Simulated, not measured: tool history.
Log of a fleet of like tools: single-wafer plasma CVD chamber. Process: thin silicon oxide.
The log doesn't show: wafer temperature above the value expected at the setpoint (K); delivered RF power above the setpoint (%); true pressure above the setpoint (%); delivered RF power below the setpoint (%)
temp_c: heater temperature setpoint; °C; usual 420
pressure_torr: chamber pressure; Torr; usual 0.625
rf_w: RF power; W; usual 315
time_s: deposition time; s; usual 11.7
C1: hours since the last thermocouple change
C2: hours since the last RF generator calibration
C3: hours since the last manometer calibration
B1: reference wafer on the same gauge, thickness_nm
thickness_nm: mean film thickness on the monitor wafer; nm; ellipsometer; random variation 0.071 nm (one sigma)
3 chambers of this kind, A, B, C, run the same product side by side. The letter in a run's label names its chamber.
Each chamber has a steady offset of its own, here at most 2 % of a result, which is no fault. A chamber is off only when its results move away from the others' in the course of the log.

run 1B hour=4.5 | temp_c=420 pressure_torr=0.625 rf_w=315 time_s=11.7 | C1=2288.1 C2=854.8 C3=555.3 | B1=16.679 | thickness_nm=16.918
run 2C hour=8.1 | temp_c=420 pressure_torr=0.625 rf_w=315 time_s=11.7 | C1=1501.1 C2=137.9 C3=905.6 | B1=16.710 | thickness_nm=17.129
run 3A hour=13.7 | temp_c=420 pressure_torr=0.625 rf_w=315 time_s=11.7 | C1=959.3 C2=806.7 C3=1059.6 | B1=16.705 | thickness_nm=16.690
-- hour=18.6 chamber B: RF generator calibrated
run 4B hour=19.3 | temp_c=420 pressure_torr=0.625 rf_w=315 time_s=11.7 | C1=2302.9 C2=0.7 C3=570.1 | B1=16.708 | thickness_nm=16.846
run 5A hour=25.7 | temp_c=420 pressure_torr=0.625 rf_w=315 time_s=11.7 | C1=971.3 C2=818.7 C3=1071.6 | B1=16.700 | thickness_nm=16.601
run 6C hour=29.1 | temp_c=420 pressure_torr=0.625 rf_w=315 time_s=11.7 | C1=1522.1 C2=158.9 C3=926.6 | B1=16.695 | thickness_nm=17.022
run 7C hour=35.1 | temp_c=420 pressure_torr=0.625 rf_w=315 time_s=11.7 | C1=1528.1 C2=164.9 C3=932.6 | B1=16.706 | thickness_nm=17.012
run 8B hour=38.7 | temp_c=420 pressure_torr=0.625 rf_w=315 time_s=11.7 | C1=2322.3 C2=20.1 C3=589.5 | B1=16.701 | thickness_nm=16.705
run 9A hour=42.6 | temp_c=420 pressure_torr=0.625 rf_w=315 time_s=11.7 | C1=988.2 C2=835.6 C3=1088.5 | B1=16.689 | thickness_nm=16.815
run 10A hour=49.6 | temp_c=420 pressure_torr=0.625 rf_w=315 time_s=11.7 | C1=995.2 C2=842.6 C3=1095.5 | B1=16.685 | thickness_nm=16.776
run 11C hour=55.3 | temp_c=420 pressure_torr=0.625 rf_w=315 time_s=11.7 | C1=1548.3 C2=185.1 C3=952.8 | B1=16.709 | thickness_nm=17.023
run 12B hour=62.3 | temp_c=420 pressure_torr=0.625 rf_w=315 time_s=11.7 | C1=2345.9 C2=43.7 C3=613.1 | B1=16.697 | thickness_nm=16.754
run 13B hour=68.5 | temp_c=420 pressure_torr=0.625 rf_w=315 time_s=11.7 | C1=2352.1 C2=49.9 C3=619.3 | B1=16.704 | thickness_nm=16.800
run 14A hour=75.6 | temp_c=420 pressure_torr=0.625 rf_w=315 time_s=11.7 | C1=1021.2 C2=868.6 C3=1121.5 | B1=16.702 | thickness_nm=16.760
run 15C hour=79.5 | temp_c=420 pressure_torr=0.625 rf_w=315 time_s=11.7 | C1=1572.5 C2=209.3 C3=977.0 | B1=16.680 | thickness_nm=17.174
run 16C hour=83.4 | temp_c=420 pressure_torr=0.625 rf_w=315 time_s=11.7 | C1=1576.4 C2=213.2 C3=980.9 | B1=16.719 | thickness_nm=16.998
run 17B hour=89.0 | temp_c=420 pressure_torr=0.625 rf_w=315 time_s=11.7 | C1=2372.6 C2=70.4 C3=639.8 | B1=16.702 | thickness_nm=16.812
run 18A hour=95.6 | temp_c=420 pressure_torr=0.750 rf_w=315 time_s=10.8 | C1=1041.2 C2=888.6 C3=1141.5 | B1=16.690 | thickness_nm=18.824
run 19C hour=101.5 | temp_c=420 pressure_torr=0.750 rf_w=315 time_s=10.8 | C1=1594.5 C2=231.3 C3=999.0 | B1=16.686 | thickness_nm=19.239
run 20A hour=104.7 | temp_c=420 pressure_torr=0.750 rf_w=315 time_s=10.8 | C1=1050.3 C2=897.7 C3=1150.6 | B1=16.710 | thickness_nm=18.734
run 21B hour=108.6 | temp_c=420 pressure_torr=0.625 rf_w=315 time_s=11.7 | C1=2392.2 C2=90.0 C3=659.4 | B1=16.704 | thickness_nm=17.010
run 22A hour=115.2 | temp_c=420 pressure_torr=0.576 rf_w=315 time_s=11.7 | C1=1060.8 C2=908.2 C3=1161.1 | B1=16.693 | thickness_nm=15.285
run 23B hour=121.6 | temp_c=420 pressure_torr=0.576 rf_w=315 time_s=11.7 | C1=2405.2 C2=103.0 C3=672.4 | B1=16.681 | thickness_nm=15.401
run 24C hour=128.0 | temp_c=420 pressure_torr=0.576 rf_w=315 time_s=11.7 | C1=1621.0 C2=257.8 C3=1025.5 | B1=16.700 | thickness_nm=15.755
run 25C hour=133.4 | temp_c=420 pressure_torr=0.625 rf_w=315 time_s=11.7 | C1=1626.4 C2=263.2 C3=1030.9 | B1=16.708 | thickness_nm=17.343
-- hour=133.9 chamber A: RF generator calibrated
run 26A hour=138.0 | temp_c=420 pressure_torr=0.625 rf_w=275 time_s=11.7 | C1=1083.6 C2=4.2 C3=1183.9 | B1=16.717 | thickness_nm=15.901
run 27B hour=142.8 | temp_c=420 pressure_torr=0.625 rf_w=275 time_s=11.7 | C1=2426.4 C2=124.2 C3=693.6 | B1=16.698 | thickness_nm=15.976
run 28C hour=146.1 | temp_c=420 pressure_torr=0.625 rf_w=275 time_s=11.7 | C1=1639.1 C2=275.9 C3=1043.6 | B1=16.695 | thickness_nm=16.528
run 29B hour=151.4 | temp_c=420 pressure_torr=0.625 rf_w=315 time_s=11.7 | C1=2435.0 C2=132.8 C3=702.2 | B1=16.688 | thickness_nm=17.033
run 30A hour=155.1 | temp_c=420 pressure_torr=0.625 rf_w=315 time_s=11.7 | C1=1100.7 C2=21.3 C3=1201.0 | B1=16.707 | thickness_nm=16.684
run 31C hour=161.0 | temp_c=420 pressure_torr=0.625 rf_w=315 time_s=11.7 | C1=1654.0 C2=290.8 C3=1058.5 | B1=16.709 | thickness_nm=17.563
run 32B hour=167.4 | temp_c=406 pressure_torr=0.625 rf_w=315 time_s=11.0 | C1=2451.0 C2=148.8 C3=718.2 | B1=16.708 | thickness_nm=15.930
run 33A hour=173.9 | temp_c=406 pressure_torr=0.625 rf_w=315 time_s=11.0 | C1=1119.5 C2=40.1 C3=1219.8 | B1=16.698 | thickness_nm=15.964
run 34A hour=179.0 | temp_c=406 pressure_torr=0.625 rf_w=315 time_s=11.0 | C1=1124.6 C2=45.2 C3=1224.9 | B1=16.687 | thickness_nm=15.872
run 35B hour=186.2 | temp_c=420 pressure_torr=0.625 rf_w=315 time_s=11.7 | C1=2469.8 C2=167.6 C3=737.0 | B1=16.705 | thickness_nm=16.840
run 36C hour=190.6 | temp_c=420 pressure_torr=0.625 rf_w=315 time_s=11.7 | C1=1683.6 C2=320.4 C3=1088.1 | B1=16.707 | thickness_nm=17.684
run 37B hour=196.2 | temp_c=420 pressure_torr=0.625 rf_w=315 time_s=11.7 | C1=2479.8 C2=177.6 C3=747.0 | B1=16.708 | thickness_nm=16.733
run 38C hour=202.2 | temp_c=420 pressure_torr=0.625 rf_w=280 time_s=11.7 | C1=1695.2 C2=332.0 C3=1099.7 | B1=16.721 | thickness_nm=16.978
run 39A hour=208.3 | temp_c=420 pressure_torr=0.625 rf_w=280 time_s=11.7 | C1=1153.9 C2=74.5 C3=1254.2 | B1=16.693 | thickness_nm=16.004
run 40B hour=211.9 | temp_c=420 pressure_torr=0.625 rf_w=280 time_s=11.7 | C1=2495.5 C2=193.3 C3=762.7 | B1=16.683 | thickness_nm=16.094
run 41A hour=219.4 | temp_c=420 pressure_torr=0.625 rf_w=315 time_s=11.7 | C1=1165.0 C2=85.6 C3=1265.3 | B1=16.708 | thickness_nm=16.741
run 42C hour=226.1 | temp_c=420 pressure_torr=0.625 rf_w=315 time_s=11.7 | C1=1719.1 C2=355.9 C3=1123.6 | B1=16.698 | thickness_nm=17.940
run 43B hour=231.2 | temp_c=420 pressure_torr=0.625 rf_w=315 time_s=11.7 | C1=2514.8 C2=212.6 C3=782.0 | B1=16.703 | thickness_nm=16.715
run 44A hour=237.6 | temp_c=420 pressure_torr=0.625 rf_w=315 time_s=11.7 | C1=1183.2 C2=103.8 C3=1283.5 | B1=16.697 | thickness_nm=16.795

Next, every chamber runs the same settings. What will each give?
run 45A hour=243.0 | temp_c=420 pressure_torr=0.768 rf_w=315 time_s=11.7 | thickness_nm=?
run 45B hour=243.0 | temp_c=420 pressure_torr=0.768 rf_w=315 time_s=11.7 | thickness_nm=?
run 45C hour=243.0 | temp_c=420 pressure_torr=0.768 rf_w=315 time_s=11.7 | thickness_nm=?

run=45A thickness_nm=20.729
run=45B thickness_nm=20.853
run=45C thickness_nm=22.036

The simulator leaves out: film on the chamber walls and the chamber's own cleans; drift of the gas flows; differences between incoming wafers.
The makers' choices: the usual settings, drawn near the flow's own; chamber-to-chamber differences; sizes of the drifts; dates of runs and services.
